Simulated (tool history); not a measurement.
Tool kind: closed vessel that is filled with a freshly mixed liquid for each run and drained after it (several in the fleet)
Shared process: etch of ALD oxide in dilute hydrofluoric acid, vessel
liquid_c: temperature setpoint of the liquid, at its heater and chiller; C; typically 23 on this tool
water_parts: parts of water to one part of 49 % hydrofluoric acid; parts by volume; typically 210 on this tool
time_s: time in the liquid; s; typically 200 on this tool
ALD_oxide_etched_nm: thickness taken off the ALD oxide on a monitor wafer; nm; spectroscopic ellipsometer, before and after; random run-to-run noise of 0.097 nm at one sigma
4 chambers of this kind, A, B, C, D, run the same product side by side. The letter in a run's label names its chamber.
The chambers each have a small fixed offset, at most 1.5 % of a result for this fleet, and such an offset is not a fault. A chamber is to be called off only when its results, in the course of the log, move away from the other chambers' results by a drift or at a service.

run   hour  liquid_c  water_parts  time_s  hours since the thermometer was replaced  hours since the hydrofluoric acid flow meter was replaced  read-back film thickness of the ALD oxide reference wafer, read on the same gauge (nm)  ALD_oxide_etched_nm
 1B      8        23          210     200                                     814.2                                                     1332.6                                                                                  150.01               13.727
 2C     20        23          210     200                                      1287                                                      753.9                                                                                  150.01               13.634
 3D     30        23          210     200                                     962.3                                                      399.4                                                                                     150               13.598
 4A     44        23          210     200                                    1261.2                                                      433.8                                                                                  150.04               13.315
 5C   51.4        23          210     200                                    1318.4                                                      785.3                                                                                     150               13.526
 6D   67.3        23          210     200                                     999.6                                                      436.7                                                                                  149.96               13.856
 7B   78.6        23          210     200                                     884.8                                                     1403.2                                                                                     150               13.668
 8A   92.9        23          210     200                                    1310.1                                                      482.7                                                                                  150.02               13.245
 9A  107.6        23          210     200                                    1324.8                                                      497.4                                                                                  150.01               13.405
10D  114.8        23          210     200                                    1047.1                                                      484.2                                                                                  150.04               13.889
     121.7  -- chamber A: hydrofluoric acid flow meter replaced
11C  121.9        23          210     200                                    1388.9                                                      855.8                                                                                     150               13.485
12B  133.3        23          210     200                                     939.5                                                     1457.9                                                                                     150               13.721
13A  148.4        23          210     200                                    1365.6                                                       26.8                                                                                  149.98               13.559
14D  164.3        23          210     200                                    1096.6                                                      533.7                                                                                  149.98               14.054
15B  173.1        23          210     200                                     979.3                                                     1497.7                                                                                  149.98               13.819
16C  186.1        23          210     200                                    1453.1                                                        920                                                                                     150               13.688
17C    196        23          210     200                                      1463                                                      929.9                                                                                  149.97               13.513
18B  203.1        23          210     200                                    1009.3                                                     1527.7                                                                                  150.01               13.754
     207.7  -- chamber B: thermometer replaced
19D  215.8        23          210     200                                    1148.1                                                      585.2                                                                                  149.97               14.117
20A  229.3        23          210     200                                    1446.5                                                      107.7                                                                                     150               13.689
21B  241.9        23          210     200                                      34.2                                                     1566.5                                                                                  149.97               13.749
22D  256.4        23          210     200                                    1188.7                                                      625.8                                                                                  149.96               14.146
23C  270.2        23          210     200                                    1537.2                                                     1004.1                                                                                  150.03                13.63
24A    286        23          210     200                                    1503.2                                                      164.4                                                                                  150.01               13.408
25C  300.2        23          210     200                                    1567.2                                                     1034.1                                                                                  150.02               13.621
26A  307.5        23          210     200                                    1524.7                                                      185.9                                                                                     150               13.349
27B  315.6        23          210     200                                     107.9                                                     1640.2                                                                                  149.98               13.715
28D  329.2        23          210     200                                    1261.5                                                      698.6                                                                                  150.01               14.421
29C  341.6        23          210     200                                    1608.6                                                     1075.5                                                                                  149.99               13.464
30B  353.3        23          210     200                                     145.6                                                     1677.9                                                                                  149.98               13.747
31D  367.8        23          210     200                                    1300.1                                                      737.2                                                                                  150.05                14.45
32A  382.2        19          170     200                                    1599.4                                                      260.6                                                                                  150.01               14.751
33C  393.6        19          170     200                                    1660.6                                                     1127.5                                                                                     150               14.817
34B    408        19          170     200                                     200.3                                                     1732.6                                                                                  149.99               14.802
     412.3  -- chamber A: thermometer replaced
35A  419.6        19          170     200                                       7.4                                                        298                                                                                  149.98               14.726
36D  428.8        23          210     200                                    1361.1                                                      798.2                                                                                  149.99                14.51
37A  437.3        23          210     200                                      25.1                                                      315.7                                                                                     150               13.411
38B  452.7        23          210     200                                       245                                                     1777.3                                                                                  150.01               13.636
39D  460.2        23          210     200                                    1392.5                                                      829.6                                                                                  150.03               14.404

Next, all 4 chambers run the settings below, one line each with question marks for the results. What does each chamber give?
40A  471.7        23          210     120                                                                                                                                                                                                                 ?
40B  471.7        23          210     120                                                                                                                                                                                                                 ?
40C  471.7        23          210     120                                                                                                                                                                                                                 ?
40D  471.7        23          210     120                                                                                                                                                                                                                 ?

run  ALD_oxide_etched_nm
40A               8.0144
40B                8.174
40C                8.174
40D               8.8059

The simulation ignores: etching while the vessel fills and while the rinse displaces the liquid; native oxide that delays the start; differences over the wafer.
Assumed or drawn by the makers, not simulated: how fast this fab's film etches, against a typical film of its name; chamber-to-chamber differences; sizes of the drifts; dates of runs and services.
